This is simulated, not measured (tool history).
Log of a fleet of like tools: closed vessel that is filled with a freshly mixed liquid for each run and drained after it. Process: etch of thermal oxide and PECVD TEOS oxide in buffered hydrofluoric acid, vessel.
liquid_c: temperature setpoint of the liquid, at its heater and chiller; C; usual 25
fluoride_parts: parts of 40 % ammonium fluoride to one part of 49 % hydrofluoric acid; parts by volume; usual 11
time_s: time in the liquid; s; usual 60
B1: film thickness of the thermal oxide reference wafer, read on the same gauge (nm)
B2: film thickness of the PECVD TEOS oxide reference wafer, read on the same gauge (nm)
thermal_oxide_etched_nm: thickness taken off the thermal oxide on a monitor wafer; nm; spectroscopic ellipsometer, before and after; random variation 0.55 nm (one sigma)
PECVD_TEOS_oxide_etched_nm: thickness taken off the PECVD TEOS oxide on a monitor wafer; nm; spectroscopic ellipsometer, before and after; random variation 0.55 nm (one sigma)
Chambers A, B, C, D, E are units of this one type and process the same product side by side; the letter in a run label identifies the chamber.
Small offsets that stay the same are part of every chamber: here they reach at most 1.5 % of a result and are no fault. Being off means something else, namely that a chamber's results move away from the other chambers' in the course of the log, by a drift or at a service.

{"run": "1B", "hour": 5.7, "liquid_c": 25, "fluoride_parts": 11, "time_s": 60, "B1": 40.006, "B2": 80.027, "thermal_oxide_etched_nm": 64.549, "PECVD_TEOS_oxide_etched_nm": 71.791}
{"run": "2A", "hour": 12.4, "liquid_c": 25, "fluoride_parts": 11, "time_s": 60, "B1": 40.008, "B2": 79.994, "thermal_oxide_etched_nm": 64.193, "PECVD_TEOS_oxide_etched_nm": 70.29}
{"run": "3C", "hour": 19.0, "liquid_c": 25, "fluoride_parts": 11, "time_s": 60, "B1": 40.01, "B2": 80.025, "thermal_oxide_etched_nm": 63.287, "PECVD_TEOS_oxide_etched_nm": 72.506}
{"run": "4D", "hour": 23.9, "liquid_c": 25, "fluoride_parts": 11, "time_s": 60, "B1": 40.033, "B2": 80.009, "thermal_oxide_etched_nm": 62.51, "PECVD_TEOS_oxide_etched_nm": 71.996}
{"run": "5E", "hour": 29.3, "liquid_c": 25, "fluoride_parts": 11, "time_s": 60, "B1": 39.993, "B2": 79.985, "thermal_oxide_etched_nm": 64.548, "PECVD_TEOS_oxide_etched_nm": 72.198}
{"run": "6E", "hour": 35.9, "liquid_c": 25, "fluoride_parts": 11, "time_s": 60, "B1": 40.044, "B2": 79.999, "thermal_oxide_etched_nm": 65.38, "PECVD_TEOS_oxide_etched_nm": 72.472}
{"run": "7B", "hour": 42.2, "liquid_c": 25, "fluoride_parts": 11, "time_s": 60, "B1": 40.025, "B2": 80.001, "thermal_oxide_etched_nm": 65.484, "PECVD_TEOS_oxide_etched_nm": 70.133}
{"run": "8A", "hour": 51.9, "liquid_c": 25, "fluoride_parts": 11, "time_s": 85, "B1": 40.018, "B2": 80.033, "thermal_oxide_etched_nm": 91.331, "PECVD_TEOS_oxide_etched_nm": 99.759}
{"run": "9C", "hour": 57.6, "liquid_c": 25, "fluoride_parts": 11, "time_s": 85, "B1": 39.997, "B2": 79.993, "thermal_oxide_etched_nm": 92.106, "PECVD_TEOS_oxide_etched_nm": 101.18}
{"run": "10D", "hour": 66.5, "liquid_c": 25, "fluoride_parts": 11, "time_s": 85, "B1": 39.97, "B2": 80.001, "thermal_oxide_etched_nm": 90.416, "PECVD_TEOS_oxide_etched_nm": 102.61}
{"run": "11E", "hour": 74.5, "liquid_c": 25, "fluoride_parts": 11, "time_s": 85, "B1": 40.009, "B2": 80.016, "thermal_oxide_etched_nm": 91.085, "PECVD_TEOS_oxide_etched_nm": 102.1}
{"run": "12A", "hour": 84.2, "liquid_c": 25, "fluoride_parts": 11, "time_s": 85, "B1": 39.996, "B2": 79.999, "thermal_oxide_etched_nm": 91.471, "PECVD_TEOS_oxide_etched_nm": 99.454}
{"run": "13D", "hour": 92.9, "liquid_c": 25, "fluoride_parts": 11, "time_s": 60, "B1": 39.984, "B2": 79.999, "thermal_oxide_etched_nm": 65.034, "PECVD_TEOS_oxide_etched_nm": 72.443}
{"run": "14C", "hour": 102.0, "liquid_c": 25, "fluoride_parts": 11, "time_s": 60, "B1": 39.981, "B2": 79.997, "thermal_oxide_etched_nm": 64.902, "PECVD_TEOS_oxide_etched_nm": 72.079}
{"run": "15B", "hour": 110.2, "liquid_c": 21.5, "fluoride_parts": 11, "time_s": 60, "B1": 39.956, "B2": 80.001, "thermal_oxide_etched_nm": 53.423, "PECVD_TEOS_oxide_etched_nm": 59.036}
{"run": "16B", "hour": 117.6, "liquid_c": 21.5, "fluoride_parts": 11, "time_s": 60, "B1": 39.995, "B2": 80.013, "thermal_oxide_etched_nm": 52.802, "PECVD_TEOS_oxide_etched_nm": 58.667}
{"run": "17D", "hour": 122.3, "liquid_c": 21.5, "fluoride_parts": 11, "time_s": 60, "B1": 40.027, "B2": 80.003, "thermal_oxide_etched_nm": 52.824, "PECVD_TEOS_oxide_etched_nm": 59.744}
{"run": "18C", "hour": 130.2, "liquid_c": 21.5, "fluoride_parts": 11, "time_s": 60, "B1": 40.01, "B2": 79.96, "thermal_oxide_etched_nm": 53.594, "PECVD_TEOS_oxide_etched_nm": 59.295}
{"run": "19E", "hour": 135.9, "liquid_c": 21.5, "fluoride_parts": 11, "time_s": 60, "B1": 40.059, "B2": 79.986, "thermal_oxide_etched_nm": 53.791, "PECVD_TEOS_oxide_etched_nm": 59.619}
{"run": "20A", "hour": 142.7, "liquid_c": 25, "fluoride_parts": 11, "time_s": 60, "B1": 40.003, "B2": 80.018, "thermal_oxide_etched_nm": 63.661, "PECVD_TEOS_oxide_etched_nm": 71.16}
{"run": "21C", "hour": 152.3, "liquid_c": 25, "fluoride_parts": 11, "time_s": 60, "B1": 39.997, "B2": 80.005, "thermal_oxide_etched_nm": 64.966, "PECVD_TEOS_oxide_etched_nm": 70.679}
{"run": "22D", "hour": 159.2, "liquid_c": 25, "fluoride_parts": 11, "time_s": 60, "B1": 40.029, "B2": 79.993, "thermal_oxide_etched_nm": 64.172, "PECVD_TEOS_oxide_etched_nm": 71.534}
{"run": "23E", "hour": 167.7, "liquid_c": 25, "fluoride_parts": 11, "time_s": 60, "B1": 40.001, "B2": 79.987, "thermal_oxide_etched_nm": 65.003, "PECVD_TEOS_oxide_etched_nm": 72.455}
{"run": "24B", "hour": 175.7, "liquid_c": 25, "fluoride_parts": 11, "time_s": 60, "B1": 40.001, "B2": 79.975, "thermal_oxide_etched_nm": 65.417, "PECVD_TEOS_oxide_etched_nm": 71.035}
{"run": "25A", "hour": 185.1, "liquid_c": 25, "fluoride_parts": 11, "time_s": 60, "B1": 39.975, "B2": 79.978, "thermal_oxide_etched_nm": 64.149, "PECVD_TEOS_oxide_etched_nm": 71.445}
{"run": "26C", "hour": 192.4, "liquid_c": 21.5, "fluoride_parts": 11, "time_s": 50, "B1": 39.965, "B2": 80.004, "thermal_oxide_etched_nm": 44.402, "PECVD_TEOS_oxide_etched_nm": 49.425}
{"run": "27E", "hour": 198.2, "liquid_c": 21.5, "fluoride_parts": 11, "time_s": 50, "B1": 39.989, "B2": 80.009, "thermal_oxide_etched_nm": 44.443, "PECVD_TEOS_oxide_etched_nm": 50.204}
{"run": "28B", "hour": 203.3, "liquid_c": 21.5, "fluoride_parts": 11, "time_s": 50, "B1": 40.004, "B2": 79.974, "thermal_oxide_etched_nm": 44.318, "PECVD_TEOS_oxide_etched_nm": 49.216}
{"run": "29A", "hour": 208.8, "liquid_c": 21.5, "fluoride_parts": 11, "time_s": 50, "B1": 40.044, "B2": 80.034, "thermal_oxide_etched_nm": 43.966, "PECVD_TEOS_oxide_etched_nm": 49.415}
{"run": "30D", "hour": 215.0, "liquid_c": 21.5, "fluoride_parts": 11, "time_s": 50, "B1": 39.94, "B2": 79.995, "thermal_oxide_etched_nm": 43.724, "PECVD_TEOS_oxide_etched_nm": 49.637}
{"run": "31A", "hour": 221.1, "liquid_c": 22, "fluoride_parts": 11, "time_s": 40, "B1": 39.993, "B2": 80.001, "thermal_oxide_etched_nm": 36.601, "PECVD_TEOS_oxide_etched_nm": 40.245}
{"run": "32C", "hour": 229.6, "liquid_c": 22, "fluoride_parts": 11, "time_s": 40, "B1": 39.965, "B2": 80.005, "thermal_oxide_etched_nm": 36.832, "PECVD_TEOS_oxide_etched_nm": 40.565}

Which is it: a chamber that has drifted or been left off by a service, a gauge drift common to all chambers, or only each chamber's usual small offset? If a chamber is off, name it and its likeliest cause.

All chambers stay in line apart from their small fixed offsets, and the gauge does not drift.

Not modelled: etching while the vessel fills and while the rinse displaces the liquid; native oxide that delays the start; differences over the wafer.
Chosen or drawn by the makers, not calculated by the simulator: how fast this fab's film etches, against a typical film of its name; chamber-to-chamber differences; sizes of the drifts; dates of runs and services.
